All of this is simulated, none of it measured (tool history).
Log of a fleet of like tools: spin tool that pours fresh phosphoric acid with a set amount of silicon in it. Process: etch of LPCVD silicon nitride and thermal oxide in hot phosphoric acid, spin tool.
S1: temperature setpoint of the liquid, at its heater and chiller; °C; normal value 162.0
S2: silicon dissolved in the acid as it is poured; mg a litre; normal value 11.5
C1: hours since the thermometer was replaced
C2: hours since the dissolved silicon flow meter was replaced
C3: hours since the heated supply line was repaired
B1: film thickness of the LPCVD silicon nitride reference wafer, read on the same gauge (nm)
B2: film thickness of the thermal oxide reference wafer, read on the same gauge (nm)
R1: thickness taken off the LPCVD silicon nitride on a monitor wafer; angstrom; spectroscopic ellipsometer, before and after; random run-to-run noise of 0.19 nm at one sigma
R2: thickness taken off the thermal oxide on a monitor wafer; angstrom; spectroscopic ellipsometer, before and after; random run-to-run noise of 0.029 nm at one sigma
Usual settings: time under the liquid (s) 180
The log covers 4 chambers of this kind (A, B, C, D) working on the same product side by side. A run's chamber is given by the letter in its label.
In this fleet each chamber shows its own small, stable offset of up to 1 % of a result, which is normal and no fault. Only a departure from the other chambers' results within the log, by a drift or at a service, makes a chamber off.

run 1C day=0.292 | S1=162.0 S2=11.5 time_under_the_liquid_(s)=180 | C1=2564.8 C2=2109.8 C3=1783.4 | B1=40.005 B2=130.01 | R1=187.980 R2=4.1435
run 2D day=0.592 | S1=162.0 S2=11.5 time_under_the_liquid_(s)=180 | C1=622.8 C2=261.3 C3=824.7 | B1=40.007 B2=129.98 | R1=188.060 R2=4.5376
run 3A day=0.917 | S1=162.0 S2=11.5 time_under_the_liquid_(s)=180 | C1=414.8 C2=863.0 C3=243.3 | B1=40.013 B2=130.02 | R1=189.910 R2=4.1399
run 4B day=1.162 | S1=162.0 S2=11.5 time_under_the_liquid_(s)=180 | C1=423.1 C2=180.6 C3=2348.5 | B1=40.011 B2=130.00 | R1=186.230 R2=4.5312
run 5C day=1.471 | S1=162.0 S2=16.0 time_under_the_liquid_(s)=180 | C1=2593.1 C2=2138.1 C3=1811.7 | B1=40.002 B2=130.04 | R1=186.730 R2=4.4808
run 6B day=1.817 | S1=162.0 S2=16.0 time_under_the_liquid_(s)=180 | C1=438.8 C2=196.3 C3=2364.2 | B1=39.969 B2=129.99 | R1=187.130 R2=3.7912
run 7D day=2.204 | S1=162.0 S2=16.0 time_under_the_liquid_(s)=180 | C1=661.5 C2=300.0 C3=863.4 | B1=40.013 B2=129.98 | R1=190.100 R2=3.8205
run 8A day=2.479 | S1=162.0 S2=16.0 time_under_the_liquid_(s)=180 | C1=452.3 C2=900.5 C3=280.8 | B1=40.000 B2=129.99 | R1=189.080 R2=4.1676
run 9B day=2.708 | S1=162.0 S2=11.5 time_under_the_liquid_(s)=180 | C1=460.2 C2=217.7 C3=2385.6 | B1=40.006 B2=129.98 | R1=186.930 R2=4.6321
run 10A day=2.929 | S1=162.0 S2=11.5 time_under_the_liquid_(s)=180 | C1=463.1 C2=911.3 C3=291.6 | B1=40.026 B2=130.03 | R1=191.320 R2=4.3090
run 11D day=3.262 | S1=162.0 S2=11.5 time_under_the_liquid_(s)=180 | C1=686.9 C2=325.4 C3=888.8 | B1=40.015 B2=129.99 | R1=189.080 R2=4.5916
run 12C day=3.562 | S1=162.0 S2=6.0 time_under_the_liquid_(s)=75 | C1=2643.3 C2=2188.3 C3=1861.9 | B1=40.005 B2=130.02 | R1=79.069 R2=2.1960
run 13B day=3.896 | S1=162.0 S2=6.0 time_under_the_liquid_(s)=75 | C1=488.7 C2=246.2 C3=2414.1 | B1=39.995 B2=130.03 | R1=78.075 R2=1.8924
run 14A day=4.146 | S1=162.0 S2=6.0 time_under_the_liquid_(s)=75 | C1=492.3 C2=940.5 C3=320.8 | B1=39.999 B2=130.02 | R1=79.910 R2=2.1051
run 15C day=4.362 | S1=162.0 S2=6.0 time_under_the_liquid_(s)=75 | C1=2662.5 C2=2207.5 C3=1881.1 | B1=39.987 B2=130.00 | R1=78.389 R2=2.0783
run 16D day=4.700 | S1=162.0 S2=11.5 time_under_the_liquid_(s)=180 | C1=721.4 C2=359.9 C3=923.3 | B1=39.987 B2=129.97 | R1=184.900 R2=4.4660
run 17D day=4.962 | S1=162.0 S2=11.5 time_under_the_liquid_(s)=180 | C1=727.7 C2=366.2 C3=929.6 | B1=39.983 B2=130.01 | R1=185.940 R2=4.5447
run 18C day=5.321 | S1=164.5 S2=15.0 time_under_the_liquid_(s)=180 | C1=2685.5 C2=2230.5 C3=1904.1 | B1=39.971 B2=129.98 | R1=205.510 R2=5.4555
run 19B day=5.567 | S1=164.5 S2=15.0 time_under_the_liquid_(s)=180 | C1=528.8 C2=286.3 C3=2454.2 | B1=40.004 B2=129.98 | R1=200.060 R2=5.2846
-- day=5.733 chamber C: thermometer replaced
run 20A day=5.812 | S1=164.5 S2=15.0 time_under_the_liquid_(s)=180 | C1=532.3 C2=980.5 C3=360.8 | B1=39.984 B2=129.99 | R1=209.330 R2=5.5313
run 21B day=6.154 | S1=164.5 S2=15.0 time_under_the_liquid_(s)=180 | C1=542.9 C2=300.4 C3=2468.3 | B1=39.967 B2=129.99 | R1=205.070 R2=4.9736
run 22C day=6.517 | S1=162.0 S2=11.5 time_under_the_liquid_(s)=180 | C1=18.9 C2=2259.2 C3=1932.8 | B1=39.998 B2=129.97 | R1=186.450 R2=4.9952
run 23A day=6.833 | S1=162.0 S2=11.5 time_under_the_liquid_(s)=180 | C1=556.8 C2=1005.0 C3=385.3 | B1=40.015 B2=129.97 | R1=188.620 R2=3.9423
run 24D day=7.004 | S1=162.0 S2=11.5 time_under_the_liquid_(s)=110 | C1=776.7 C2=415.2 C3=978.6 | B1=39.993 B2=130.01 | R1=110.320 R2=2.2106

Which is it: a chamber that has drifted or been left off by a service, a gauge drift common to all chambers, or only each chamber's usual small offset? If a chamber is off, name it and its likeliest cause.

One chamber, D, drifts off from the rest bit by bit.
Cause: temperature lost on the way to the wafer (K) = 2.06.
With only this log, it may be confused with: liquid colder than its thermometer reads (K).

Below are 4 candidate recipes for chamber D's next run, each the usual settings with a change, their results shown as question marks. Which of them brings D's results back in line with what the other chambers give on the usual settings?
Allowed miss from the other chambers' usual-settings mean, per result, to count as in line: R1 6.600 angstrom; R2 1.0000 angstrom
run 25D-1 day=7.279 | S1=163.0 S2=5.5 time_under_the_liquid_(s)=200 | R1=? R2=?
run 25D-2 day=7.279 | S1=162.5 S2=8.5 time_under_the_liquid_(s)=190 | R1=? R2=?
run 25D-3 day=7.279 | S1=161.5 S2=14.5 time_under_the_liquid_(s)=170 | R1=? R2=?
run 25D-4 day=7.279 | S1=161.0 S2=17.0 time_under_the_liquid_(s)=160 | R1=? R2=?

Usual-settings mean across the other chambers: R1 189.550 angstrom; R2 4.4710 angstrom
run=25D-1 R1=204.190 R2=5.3692
run=25D-2 R1=190.760 R2=4.6176
run=25D-3 R1=165.090 R2=3.3436
run=25D-4 R1=152.780 R2=2.8448
The right change is 25D-2: it brings the chamber back within the allowed miss of the others.
